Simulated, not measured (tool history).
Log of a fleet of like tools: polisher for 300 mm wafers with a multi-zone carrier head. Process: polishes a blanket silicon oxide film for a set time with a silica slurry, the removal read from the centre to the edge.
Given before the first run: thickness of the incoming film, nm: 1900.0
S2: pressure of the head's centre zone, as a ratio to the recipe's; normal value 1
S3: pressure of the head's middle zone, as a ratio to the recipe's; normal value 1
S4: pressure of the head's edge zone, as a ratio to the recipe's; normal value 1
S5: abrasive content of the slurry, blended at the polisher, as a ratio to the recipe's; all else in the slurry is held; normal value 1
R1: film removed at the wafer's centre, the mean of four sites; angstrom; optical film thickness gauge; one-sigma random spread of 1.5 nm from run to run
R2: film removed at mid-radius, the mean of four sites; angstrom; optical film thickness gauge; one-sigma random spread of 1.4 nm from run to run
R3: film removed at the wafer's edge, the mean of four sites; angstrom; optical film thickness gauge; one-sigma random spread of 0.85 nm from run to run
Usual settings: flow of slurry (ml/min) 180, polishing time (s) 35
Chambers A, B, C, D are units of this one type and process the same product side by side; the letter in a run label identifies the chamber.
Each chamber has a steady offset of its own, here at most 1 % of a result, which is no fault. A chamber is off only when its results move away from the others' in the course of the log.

-- hour=3 chamber B: worn pad replaced by a new one
run 1A hour=4.3 | flow_of_slurry_(ml/min)=180 S2=1 S3=1 S4=1 S5=1 polishing_time_(s)=35 | R1=1233.3 R2=1229.4 R3=1212.2
run 2C hour=8.7 | flow_of_slurry_(ml/min)=180 S2=1 S3=1 S4=1 S5=1 polishing_time_(s)=35 | R1=1263.1 R2=1223.1 R3=1209.1
run 3D hour=11.4 | flow_of_slurry_(ml/min)=180 S2=1 S3=1 S4=1 S5=1 polishing_time_(s)=35 | R1=1213.2 R2=1223.1 R3=1236.1
run 4B hour=15.9 | flow_of_slurry_(ml/min)=180 S2=1 S3=1 S4=1 S5=1 polishing_time_(s)=35 | R1=1211.3 R2=1209.4 R3=1238.9
-- hour=16.4 chamber A: edge zone pressure recalibrated
run 5A hour=20.7 | flow_of_slurry_(ml/min)=180 S2=1.09 S3=1 S4=0.91 S5=1 polishing_time_(s)=35 | R1=1333.3 R2=1253.5 R3=1156.8
run 6C hour=24.9 | flow_of_slurry_(ml/min)=180 S2=1.09 S3=1 S4=0.91 S5=1 polishing_time_(s)=35 | R1=1378.4 R2=1228.5 R3=1163.5
-- hour=28.3 chamber C: worn pad replaced by a new one
run 7B hour=29.7 | flow_of_slurry_(ml/min)=180 S2=1.09 S3=1 S4=0.91 S5=1 polishing_time_(s)=35 | R1=1334.3 R2=1194.6 R3=1171.6
run 8D hour=34.2 | flow_of_slurry_(ml/min)=180 S2=1.09 S3=1 S4=0.91 S5=1 polishing_time_(s)=35 | R1=1357.1 R2=1225.8 R3=1164.4
run 9C hour=37.6 | flow_of_slurry_(ml/min)=180 S2=1 S3=1 S4=1 S5=1 polishing_time_(s)=35 | R1=1238.2 R2=1226.2 R3=1211.5
run 10B hour=40.5 | flow_of_slurry_(ml/min)=150 S2=1 S3=1 S4=0.94 S5=1 polishing_time_(s)=35 | R1=1151.6 R2=1195.8 R3=1163.6
-- hour=40.6 chamber B: worn pad replaced by a new one
-- hour=41.9 chamber D: worn pad replaced by a new one
run 11A hour=44.1 | flow_of_slurry_(ml/min)=150 S2=1 S3=1 S4=0.94 S5=1 polishing_time_(s)=35 | R1=1159.7 R2=1176.6 R3=1165.1
run 12D hour=47.2 | flow_of_slurry_(ml/min)=150 S2=1 S3=1 S4=0.94 S5=1 polishing_time_(s)=35 | R1=1164.2 R2=1175.3 R3=1170.9
run 13C hour=49.8 | flow_of_slurry_(ml/min)=150 S2=1 S3=1 S4=0.94 S5=1 polishing_time_(s)=35 | R1=1177.4 R2=1203 R3=1145.2
run 14B hour=54.3 | flow_of_slurry_(ml/min)=180 S2=1 S3=1 S4=1 S5=1.1 polishing_time_(s)=35 | R1=1271.2 R2=1276 R3=1286.9
run 15A hour=58.8 | flow_of_slurry_(ml/min)=180 S2=1 S3=1 S4=1 S5=1.1 polishing_time_(s)=35 | R1=1300.5 R2=1305.5 R3=1287.2
run 16D hour=63 | flow_of_slurry_(ml/min)=180 S2=1 S3=1 S4=1 S5=1.1 polishing_time_(s)=35 | R1=1267.1 R2=1285.5 R3=1271.7
run 17B hour=65.8 | flow_of_slurry_(ml/min)=180 S2=1 S3=1 S4=1 S5=1.1 polishing_time_(s)=35 | R1=1253 R2=1282.6 R3=1289
run 18C hour=70.8 | flow_of_slurry_(ml/min)=180 S2=1 S3=1 S4=1 S5=1 polishing_time_(s)=35 | R1=1220.9 R2=1233.8 R3=1221.3
run 19A hour=73.6 | flow_of_slurry_(ml/min)=180 S2=1 S3=1 S4=1 S5=1 polishing_time_(s)=35 | R1=1228.7 R2=1253.7 R3=1229
-- hour=74.1 chamber B: edge zone pressure recalibrated
-- hour=74.3 chamber B: worn pad replaced by a new one
run 20D hour=76.2 | flow_of_slurry_(ml/min)=180 S2=1 S3=1 S4=1 S5=1 polishing_time_(s)=35 | R1=1226.2 R2=1228 R3=1220.1
run 21D hour=79.1 | flow_of_slurry_(ml/min)=180 S2=1 S3=1 S4=1 S5=1 polishing_time_(s)=35 | R1=1238 R2=1220.2 R3=1235.9
run 22A hour=83.8 | flow_of_slurry_(ml/min)=180 S2=1 S3=1 S4=1 S5=1 polishing_time_(s)=35 | R1=1218.9 R2=1231.6 R3=1236.3
run 23B hour=87.2 | flow_of_slurry_(ml/min)=180 S2=1 S3=1.09 S4=1 S5=1 polishing_time_(s)=35 | R1=1206.2 R2=1338.8 R3=1244.3
-- hour=89 chamber A: worn pad replaced by a new one
run 24C hour=91.6 | flow_of_slurry_(ml/min)=180 S2=1 S3=1.09 S4=1 S5=1 polishing_time_(s)=35 | R1=1227.4 R2=1348.7 R3=1194.6
-- hour=93.8 chamber C: worn pad replaced by a new one
run 25D hour=94.6 | flow_of_slurry_(ml/min)=180 S2=1 S3=1.09 S4=1 S5=1 polishing_time_(s)=35 | R1=1215.5 R2=1306.1 R3=1236.1
run 26A hour=97.1 | flow_of_slurry_(ml/min)=180 S2=1 S3=1.09 S4=1 S5=1 polishing_time_(s)=35 | R1=1240.7 R2=1348.3 R3=1220.3
run 27C hour=100.1 | flow_of_slurry_(ml/min)=180 S2=1 S3=1 S4=1 S5=1 polishing_time_(s)=35 | R1=1240.9 R2=1207.2 R3=1226.8
run 28B hour=103 | flow_of_slurry_(ml/min)=180 S2=1 S3=1 S4=1 S5=1 polishing_time_(s)=35 | R1=1214.8 R2=1195.5 R3=1226.4
run 29C hour=107 | flow_of_slurry_(ml/min)=180 S2=1 S3=1 S4=1 S5=1 polishing_time_(s)=35 | R1=1196.2 R2=1205.8 R3=1201.1
run 30A hour=110.8 | flow_of_slurry_(ml/min)=180 S2=1 S3=1 S4=1 S5=1 polishing_time_(s)=35 | R1=1221.8 R2=1247.6 R3=1221
-- hour=112.3 chamber B: worn pad replaced by a new one
run 31B hour=113.4 | flow_of_slurry_(ml/min)=180 S2=1 S3=1 S4=1 S5=1 polishing_time_(s)=35 | R1=1236.7 R2=1211.1 R3=1234
-- hour=116 chamber D: worn pad replaced by a new one
run 32D hour=116.4 | flow_of_slurry_(ml/min)=180 S2=1 S3=1 S4=1 S5=1 polishing_time_(s)=35 | R1=1219.9 R2=1243.5 R3=1208
run 33B hour=120.5 | flow_of_slurry_(ml/min)=180 S2=1 S3=1 S4=1 S5=1 polishing_time_(s)=35 | R1=1209.7 R2=1216.6 R3=1232.8
run 34D hour=123.9 | flow_of_slurry_(ml/min)=180 S2=1 S3=1 S4=1 S5=1 polishing_time_(s)=35 | R1=1206.3 R2=1238.4 R3=1212.9
run 35C hour=126.6 | flow_of_slurry_(ml/min)=180 S2=1 S3=1 S4=1 S5=1 polishing_time_(s)=35 | R1=1229.9 R2=1223.5 R3=1219.4
run 36A hour=130.1 | flow_of_slurry_(ml/min)=180 S2=0.91 S3=1 S4=1 S5=1 polishing_time_(s)=35 | R1=1108.5 R2=1234.7 R3=1212.8
run 37B hour=133 | flow_of_slurry_(ml/min)=180 S2=0.91 S3=1 S4=1 S5=1 polishing_time_(s)=35 | R1=1096.4 R2=1229.9 R3=1230
run 38C hour=136.6 | flow_of_slurry_(ml/min)=180 S2=0.91 S3=1 S4=1 S5=1 polishing_time_(s)=35 | R1=1090.8 R2=1216.9 R3=1216.5
run 39D hour=139.4 | flow_of_slurry_(ml/min)=180 S2=0.91 S3=1 S4=1 S5=1 polishing_time_(s)=35 | R1=1119.9 R2=1236.4 R3=1214.8
run 40A hour=142.3 | flow_of_slurry_(ml/min)=180 S2=1 S3=1 S4=1 S5=1 polishing_time_(s)=35 | R1=1225.7 R2=1253.2 R3=1223
run 41C hour=146 | flow_of_slurry_(ml/min)=180 S2=1 S3=1 S4=1 S5=1 polishing_time_(s)=35 | R1=1220.6 R2=1233.8 R3=1222.2
run 42A hour=150.1 | flow_of_slurry_(ml/min)=180 S2=1.11 S3=1 S4=1 S5=1.15 polishing_time_(s)=35 | R1=1449.8 R2=1309.8 R3=1316.6

Read the log: is a single chamber off, either drifting away or since a service, is the gauge that measures every chamber drifting, or is nothing wrong beyond small per-chamber offsets? Name any odd chamber and what most likely caused it.

All chambers stay in line apart from their small fixed offsets, and the gauge does not drift.

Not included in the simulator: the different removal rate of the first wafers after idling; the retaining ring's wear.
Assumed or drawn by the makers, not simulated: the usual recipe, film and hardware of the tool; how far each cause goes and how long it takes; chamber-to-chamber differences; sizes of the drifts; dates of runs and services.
